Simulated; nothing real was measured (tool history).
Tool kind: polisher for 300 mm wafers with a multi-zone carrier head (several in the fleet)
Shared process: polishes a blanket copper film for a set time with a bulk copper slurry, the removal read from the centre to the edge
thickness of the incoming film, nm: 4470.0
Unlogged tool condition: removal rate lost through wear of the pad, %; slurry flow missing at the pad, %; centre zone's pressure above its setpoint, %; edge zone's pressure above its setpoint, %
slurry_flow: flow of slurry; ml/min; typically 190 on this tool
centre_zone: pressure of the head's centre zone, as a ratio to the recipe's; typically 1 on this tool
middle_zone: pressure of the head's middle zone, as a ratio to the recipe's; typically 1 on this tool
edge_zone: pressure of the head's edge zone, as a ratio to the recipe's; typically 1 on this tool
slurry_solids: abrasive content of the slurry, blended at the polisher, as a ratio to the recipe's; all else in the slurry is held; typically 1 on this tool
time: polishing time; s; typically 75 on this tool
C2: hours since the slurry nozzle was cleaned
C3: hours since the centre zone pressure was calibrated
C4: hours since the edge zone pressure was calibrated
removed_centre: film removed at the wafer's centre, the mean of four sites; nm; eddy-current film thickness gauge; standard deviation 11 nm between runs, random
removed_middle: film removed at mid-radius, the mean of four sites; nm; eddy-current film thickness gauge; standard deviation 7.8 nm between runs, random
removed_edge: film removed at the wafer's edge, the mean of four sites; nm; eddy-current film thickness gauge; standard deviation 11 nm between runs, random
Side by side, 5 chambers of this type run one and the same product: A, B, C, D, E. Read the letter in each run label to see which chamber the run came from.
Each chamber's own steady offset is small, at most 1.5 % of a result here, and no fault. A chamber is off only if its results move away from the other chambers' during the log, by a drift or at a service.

-- hour=2.3 chamber C: worn pad replaced by a new one
run 1E hour=12.9 | slurry_flow=190 centre_zone=1 middle_zone=1 edge_zone=1 slurry_solids=1 time=75 | wafers_polished_on_this_pad=923 C2=644.8 C3=555.3 C4=1254.4 | removed_centre=757.77 removed_middle=754.08 removed_edge=768.83
-- hour=13.9 chamber A: worn pad replaced by a new one
run 2C hour=19.1 | slurry_flow=190 centre_zone=1 middle_zone=1 edge_zone=1 slurry_solids=1 time=75 | wafers_polished_on_this_pad=156 C2=233.4 C3=192.6 C4=382.4 | removed_centre=771.74 removed_middle=751.08 removed_edge=772.34
-- hour=31.3 chamber D: slurry nozzle cleaned
run 3B hour=32 | slurry_flow=190 centre_zone=1 middle_zone=1 edge_zone=1 slurry_solids=1 time=75 | wafers_polished_on_this_pad=336 C2=105.7 C3=671 C4=277.3 | removed_centre=758.04 removed_middle=761.1 removed_edge=756.41
run 4D hour=38.3 | slurry_flow=190 centre_zone=1 middle_zone=1 edge_zone=1 slurry_solids=1 time=75 | wafers_polished_on_this_pad=830 C2=7.1 C3=989.3 C4=79.7 | removed_centre=758.02 removed_middle=763.02 removed_edge=752.65
run 5A hour=44.5 | slurry_flow=190 centre_zone=1 middle_zone=1 edge_zone=1 slurry_solids=1 time=75 | wafers_polished_on_this_pad=283 C2=131.6 C3=745.2 C4=461.7 | removed_centre=764.58 removed_middle=754.66 removed_edge=746.69
-- hour=51.7 chamber C: worn pad replaced by a new one
-- hour=53 chamber E: worn pad replaced by a new one
run 6C hour=56.2 | slurry_flow=190 centre_zone=1 middle_zone=1 edge_zone=1 slurry_solids=1 time=75 | wafers_polished_on_this_pad=42 C2=270.5 C3=229.7 C4=419.5 | removed_centre=739.24 removed_middle=763.92 removed_edge=760.12
-- hour=65.2 chamber B: worn pad replaced by a new one
run 7A hour=67 | slurry_flow=190 centre_zone=1 middle_zone=1 edge_zone=1 slurry_solids=1 time=75 | wafers_polished_on_this_pad=492 C2=154.1 C3=767.7 C4=484.2 | removed_centre=743.24 removed_middle=781.52 removed_edge=774.46
-- hour=69.7 chamber E: edge zone pressure recalibrated
run 8E hour=77.2 | slurry_flow=190 centre_zone=1 middle_zone=1 edge_zone=1 slurry_solids=1 time=75 | wafers_polished_on_this_pad=224 C2=709.1 C3=619.6 C4=7.5 | removed_centre=768.22 removed_middle=751.17 removed_edge=762.22
run 9B hour=87.1 | slurry_flow=190 centre_zone=1 middle_zone=1 edge_zone=1 slurry_solids=1 time=75 | wafers_polished_on_this_pad=203 C2=160.8 C3=726.1 C4=332.4 | removed_centre=752.08 removed_middle=764.27 removed_edge=756.76
-- hour=88.7 chamber A: edge zone pressure recalibrated
run 10D hour=96.7 | slurry_flow=190 centre_zone=1 middle_zone=1 edge_zone=1 slurry_solids=1 time=75 | wafers_polished_on_this_pad=1371 C2=65.5 C3=1047.7 C4=138.1 | removed_centre=755.08 removed_middle=763.32 removed_edge=749.7
-- hour=103.3 chamber D: worn pad replaced by a new one
run 11A hour=105.4 | slurry_flow=190 centre_zone=1 middle_zone=1 edge_zone=1 slurry_solids=1 time=75 | wafers_polished_on_this_pad=847 C2=192.5 C3=806.1 C4=16.7 | removed_centre=762.21 removed_middle=749.07 removed_edge=789.04
-- hour=111.8 chamber C: slurry nozzle cleaned
run 12D hour=112.6 | slurry_flow=190 centre_zone=1 middle_zone=1 edge_zone=1 slurry_solids=1 time=75 | wafers_polished_on_this_pad=86 C2=81.4 C3=1063.6 C4=154 | removed_centre=765.31 removed_middle=763.47 removed_edge=756.34
-- hour=116.2 chamber C: worn pad replaced by a new one
run 13E hour=119.4 | slurry_flow=190 centre_zone=1 middle_zone=1 edge_zone=1 slurry_solids=1 time=75 | wafers_polished_on_this_pad=615 C2=751.3 C3=661.8 C4=49.7 | removed_centre=753.38 removed_middle=756.95 removed_edge=757.33
run 14B hour=125.4 | slurry_flow=190 centre_zone=1 middle_zone=1 edge_zone=1 slurry_solids=1 time=75 | wafers_polished_on_this_pad=558 C2=199.1 C3=764.4 C4=370.7 | removed_centre=751.37 removed_middle=756.49 removed_edge=748.4
run 15C hour=134.5 | slurry_flow=190 centre_zone=1 middle_zone=1 edge_zone=1 slurry_solids=1 time=75 | wafers_polished_on_this_pad=169 C2=22.8 C3=308 C4=497.8 | removed_centre=767.78 removed_middle=744.54 removed_edge=768.39
-- hour=134.8 chamber B: worn pad replaced by a new one
run 16E hour=143.3 | slurry_flow=190 centre_zone=1 middle_zone=1 edge_zone=1 slurry_solids=1 time=75 | wafers_polished_on_this_pad=836 C2=775.2 C3=685.7 C4=73.6 | removed_centre=772.5 removed_middle=760.62 removed_edge=762.78
-- hour=145.4 chamber A: worn pad replaced by a new one
run 17D hour=149.3 | slurry_flow=190 centre_zone=1 middle_zone=1 edge_zone=1 slurry_solids=1 time=75 | wafers_polished_on_this_pad=426 C2=118.1 C3=1100.3 C4=190.7 | removed_centre=751.39 removed_middle=760.76 removed_edge=761.84
-- hour=160.3 chamber E: slurry nozzle cleaned
run 18C hour=162.4 | slurry_flow=190 centre_zone=1 middle_zone=1 edge_zone=1 slurry_solids=1 time=75 | wafers_polished_on_this_pad=428 C2=50.7 C3=335.9 C4=525.7 | removed_centre=770.16 removed_middle=741.16 removed_edge=773.87
run 19A hour=169 | slurry_flow=190 centre_zone=1 middle_zone=1 edge_zone=1 slurry_solids=1 time=75 | wafers_polished_on_this_pad=219 C2=256.1 C3=869.7 C4=80.3 | removed_centre=756.2 removed_middle=766.59 removed_edge=750.01
-- hour=176.5 chamber C: worn pad replaced by a new one
run 20B hour=181.5 | slurry_flow=190 centre_zone=1 middle_zone=1 edge_zone=1 slurry_solids=1 time=75 | wafers_polished_on_this_pad=433 C2=255.2 C3=820.5 C4=426.8 | removed_centre=754.11 removed_middle=768.11 removed_edge=791.52
run 21E hour=188.9 | slurry_flow=150 centre_zone=1 middle_zone=1 edge_zone=1 slurry_solids=1 time=56 | wafers_polished_on_this_pad=1259 C2=28.7 C3=731.3 C4=119.2 | removed_centre=555.94 removed_middle=540.12 removed_edge=542.67
-- hour=197.3 chamber B: slurry nozzle cleaned
run 22B hour=199.3 | slurry_flow=150 centre_zone=1 middle_zone=1 edge_zone=1 slurry_solids=1 time=56 | wafers_polished_on_this_pad=598 C2=2.1 C3=838.3 C4=444.6 | removed_centre=540.8 removed_middle=546.99 removed_edge=558.84
-- hour=200.6 chamber E: worn pad replaced by a new one
-- hour=201.2 chamber B: worn pad replaced by a new one
run 23C hour=209.5 | slurry_flow=150 centre_zone=1 middle_zone=1 edge_zone=1 slurry_solids=1 time=56 | wafers_polished_on_this_pad=306 C2=97.8 C3=383 C4=572.8 | removed_centre=549.58 removed_middle=550.9 removed_edge=572.14
-- hour=212.9 chamber D: centre zone pressure recalibrated
run 24D hour=219.3 | slurry_flow=150 centre_zone=1 middle_zone=1 edge_zone=1 slurry_solids=1 time=56 | wafers_polished_on_this_pad=1075 C2=188.1 C3=6.5 C4=260.7 | removed_centre=544.1 removed_middle=554.44 removed_edge=547.79
run 25A hour=230.1 | slurry_flow=150 centre_zone=1 middle_zone=1 edge_zone=1 slurry_solids=1 time=56 | wafers_polished_on_this_pad=785 C2=317.2 C3=930.8 C4=141.4 | removed_centre=550.96 removed_middle=547.65 removed_edge=561.81
-- hour=232.4 chamber C: worn pad replaced by a new one
run 26E hour=242.7 | slurry_flow=190 centre_zone=1 middle_zone=1 edge_zone=1 slurry_solids=1 time=75 | wafers_polished_on_this_pad=390 C2=82.5 C3=785.1 C4=173 | removed_centre=765.63 removed_middle=744.13 removed_edge=763.39
run 27B hour=249.4 | slurry_flow=190 centre_zone=1 middle_zone=1 edge_zone=1 slurry_solids=1 time=75 | wafers_polished_on_this_pad=446 C2=52.2 C3=888.4 C4=494.7 | removed_centre=748.79 removed_middle=740.59 removed_edge=744.69
run 28A hour=262.5 | slurry_flow=190 centre_zone=1 middle_zone=1 edge_zone=1 slurry_solids=1.2 time=54 | wafers_polished_on_this_pad=1085 C2=349.6 C3=963.2 C4=173.8 | removed_centre=570.64 removed_middle=568.43 removed_edge=563.06
-- hour=268 chamber D: worn pad replaced by a new one
run 29C hour=274.4 | slurry_flow=190 centre_zone=1 middle_zone=1 edge_zone=1 slurry_solids=1.2 time=54 | wafers_polished_on_this_pad=389 C2=162.7 C3=447.9 C4=637.7 | removed_centre=567.24 removed_middle=561.28 removed_edge=580.72
run 30D hour=284 | slurry_flow=190 centre_zone=1 middle_zone=1 edge_zone=1 slurry_solids=1.2 time=54 | wafers_polished_on_this_pad=148 C2=252.8 C3=71.2 C4=325.4 | removed_centre=566.19 removed_middle=563.05 removed_edge=565.7
run 31C hour=290.5 | slurry_flow=190 centre_zone=1 middle_zone=1 edge_zone=1 slurry_solids=1.2 time=54 | wafers_polished_on_this_pad=538 C2=178.8 C3=464 C4=653.8 | removed_centre=568.72 removed_middle=563.79 removed_edge=589.03

Does one chamber stand apart from the rest, does the shared gauge drift, or is all well apart from small per-chamber offsets? Give the chamber and the most likely cause, where there is one.

The fleet is healthy, with each chamber sitting at its usual small offset and no drift in the gauge.

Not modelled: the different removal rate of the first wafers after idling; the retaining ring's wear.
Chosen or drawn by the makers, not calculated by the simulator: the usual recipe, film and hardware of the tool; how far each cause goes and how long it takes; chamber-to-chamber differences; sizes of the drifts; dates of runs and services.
